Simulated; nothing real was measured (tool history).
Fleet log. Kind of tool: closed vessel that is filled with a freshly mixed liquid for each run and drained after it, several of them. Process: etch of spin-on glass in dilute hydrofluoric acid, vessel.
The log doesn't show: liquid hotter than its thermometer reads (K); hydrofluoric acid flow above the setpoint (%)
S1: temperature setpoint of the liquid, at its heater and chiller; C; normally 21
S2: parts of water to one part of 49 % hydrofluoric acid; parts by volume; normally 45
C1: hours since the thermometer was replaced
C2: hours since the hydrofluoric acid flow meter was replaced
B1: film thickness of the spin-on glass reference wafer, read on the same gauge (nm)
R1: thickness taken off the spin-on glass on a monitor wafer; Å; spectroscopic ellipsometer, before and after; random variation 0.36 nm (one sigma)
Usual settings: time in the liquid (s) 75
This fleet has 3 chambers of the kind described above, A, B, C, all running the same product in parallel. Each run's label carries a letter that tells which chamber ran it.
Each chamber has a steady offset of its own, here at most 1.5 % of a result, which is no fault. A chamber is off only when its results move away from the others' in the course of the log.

Run 1C, hour 8.6: usual settings; C1 258.2; C2 1315.5; B1 100. Result: R1 478.54 Å.
Run 2A, hour 14.9: usual settings; C1 563.7; C2 378.8; B1 99.993. Result: R1 482.33 Å.
Run 3B, hour 20.8: usual settings; C1 680; C2 1777; B1 100. Result: R1 489.41 Å.
Run 4B, hour 28.7: usual settings; C1 687.9; C2 1784.9; B1 100. Result: R1 486.67 Å.
Run 5A, hour 38.1: usual settings; C1 586.9; C2 402; B1 100.01. Result: R1 487.59 Å.
Run 6C, hour 50.3: usual settings; C1 299.9; C2 1357.2; B1 99.977. Result: R1 477.41 Å.
Run 7C, hour 61.7: usual settings; C1 311.3; C2 1368.6; B1 100. Result: R1 476.37 Å.
Run 8B, hour 75.2: usual settings; C1 734.4; C2 1831.4; B1 100. Result: R1 487.39 Å.
Run 9A, hour 81.3: usual settings; C1 630.1; C2 445.2; B1 100.02. Result: R1 477.47 Å.
Run 10B, hour 88.2: usual settings but S2 40 parts by volume, time in the liquid (s) 60; C1 747.4; C2 1844.4; B1 99.982. Result: R1 446.03 Å.
Run 11C, hour 95.8: usual settings but S2 40 parts by volume, time in the liquid (s) 60; C1 345.4; C2 1402.7; B1 100. Result: R1 433.84 Å.
Run 12A, hour 102.4: usual settings but S2 40 parts by volume, time in the liquid (s) 60; C1 651.2; C2 466.3; B1 100.01. Result: R1 434.06 Å.
Run 13A, hour 109.9: usual settings; C1 658.7; C2 473.8; B1 99.998. Result: R1 479.76 Å.
Run 14B, hour 118.8: usual settings; C1 778; C2 1875; B1 99.992. Result: R1 486.21 Å.
Run 15C, hour 128.2: usual settings; C1 377.8; C2 1435.1; B1 100.02. Result: R1 479.21 Å.
Run 16C, hour 138.3: usual settings; C1 387.9; C2 1445.2; B1 100. Result: R1 478.43 Å.
Run 17B, hour 145.9: usual settings; C1 805.1; C2 1902.1; B1 100.01. Result: R1 485.38 Å.
Run 18A, hour 152.3: usual settings but time in the liquid (s) 45; C1 701.1; C2 516.2; B1 100.02. Result: R1 290.61 Å.
Run 19A, hour 160.7: usual settings but time in the liquid (s) 45; C1 709.5; C2 524.6; B1 100.01. Result: R1 293.16 Å.
Run 20C, hour 167.5: usual settings but time in the liquid (s) 45; C1 417.1; C2 1474.4; B1 99.986. Result: R1 289.26 Å.
Run 21B, hour 178.6: usual settings; C1 837.8; C2 1934.8; B1 100. Result: R1 478.68 Å.
Run 22B, hour 185.3: usual settings; C1 844.5; C2 1941.5; B1 99.978. Result: R1 487.88 Å.
Run 23A, hour 192: usual settings; C1 740.8; C2 555.9; B1 100.01. Result: R1 491.91 Å.
Run 24C, hour 205: usual settings; C1 454.6; C2 1511.9; B1 100.02. Result: R1 482.36 Å.
Run 25B, hour 217.1: usual settings but S2 55 parts by volume, time in the liquid (s) 55; C1 876.3; C2 1973.3; B1 99.995. Result: R1 288.42 Å.
Run 26A, hour 224.3: usual settings but S2 55 parts by volume, time in the liquid (s) 55; C1 773.1; C2 588.2; B1 100.01. Result: R1 293.71 Å.
Run 27C, hour 234.5: usual settings but S2 55 parts by volume, time in the liquid (s) 55; C1 484.1; C2 1541.4; B1 100.01. Result: R1 281.74 Å.
Run 28B, hour 244.7: usual settings; C1 903.9; C2 2000.9; B1 100. Result: R1 487.62 Å.
Run 29C, hour 253.8: usual settings; C1 503.4; C2 1560.7; B1 99.987. Result: R1 483.57 Å.
Run 30A, hour 260.9: usual settings; C1 809.7; C2 624.8; B1 100. Result: R1 501.6 Å.
Run 31B, hour 272.7: usual settings but S2 60 parts by volume, time in the liquid (s) 100; C1 931.9; C2 2028.9; B1 100. Result: R1 478.59 Å.
Run 32C, hour 280.9: usual settings but S2 60 parts by volume, time in the liquid (s) 100; C1 530.5; C2 1587.8; B1 100.03. Result: R1 476.32 Å.
Run 33A, hour 292.1: usual settings but S2 60 parts by volume, time in the liquid (s) 100; C1 840.9; C2 656; B1 99.973. Result: R1 491.21 Å.
Run 34C, hour 305.3: usual settings but S1 19 C; C1 554.9; C2 1612.2; B1 100.03. Result: R1 446.84 Å.
Run 35A, hour 317.4: usual settings but S1 19 C; C1 866.2; C2 681.3; B1 100.02. Result: R1 469.47 Å.
Run 36B, hour 324: usual settings but S1 19 C; C1 983.2; C2 2080.2; B1 99.995. Result: R1 446.37 Å.
Run 37A, hour 335.4: usual settings; C1 884.2; C2 699.3; B1 100.02. Result: R1 515.32 Å.
Run 38C, hour 344.7: usual settings; C1 594.3; C2 1651.6; B1 100.02. Result: R1 473.14 Å.
Run 39B, hour 355.9: usual settings; C1 1015.1; C2 2112.1; B1 99.997. Result: R1 486.55 Å.
Run 40B, hour 362.7: usual settings; C1 1021.9; C2 2118.9; B1 100.01. Result: R1 483.13 Å.
Run 41C, hour 374.2: usual settings; C1 623.8; C2 1681.1; B1 99.995. Result: R1 483.45 Å.
Run 42A, hour 380.6: usual settings; C1 929.4; C2 744.5; B1 99.999. Result: R1 516.05 Å.
Run 43C, hour 387.7: usual settings; C1 637.3; C2 1694.6; B1 99.992. Result: R1 482.01 Å.
Run 44A, hour 398.4: usual settings; C1 947.2; C2 762.3; B1 100.01. Result: R1 518.97 Å.

Is one chamber out of step, is the gauge drifting, or do the chambers differ by no more than their own small offsets? For an off chamber, give its letter and the likeliest cause.

One chamber, A, drifts off from the rest bit by bit.
What lies behind it: hydrofluoric acid flow above the setpoint (%) = 9.21.
With only this log, it may be confused with: liquid hotter than its thermometer reads (K).

Below are 4 candidate recipes for chamber A's next run, each the usual settings with a change, their results shown as question marks. Which of them brings A's results back in line with what the other chambers give on the usual settings?
Counts as in line when no further than this from what the other chambers average on the usual settings: R1 13 Å
Run 45A-1, hour 408.1: usual settings but S1 22 C. Result: R1 ?.
Run 45A-2, hour 408.1: usual settings but S1 20 C. Result: R1 ?.
Run 45A-3, hour 408.1: usual settings but S1 21.5 C, time in the liquid (s) 80. Result: R1 ?.
Run 45A-4, hour 408.1: usual settings but S1 19 C. Result: R1 ?.

Mean of the other chambers on the usual settings: R1 483.35 Å
  run      R1
45A-1  547.31
45A-2  503.44
45A-3  571.85
45A-4  482.51
Change 45A-4 lands the chamber within the allowed miss of the other chambers.

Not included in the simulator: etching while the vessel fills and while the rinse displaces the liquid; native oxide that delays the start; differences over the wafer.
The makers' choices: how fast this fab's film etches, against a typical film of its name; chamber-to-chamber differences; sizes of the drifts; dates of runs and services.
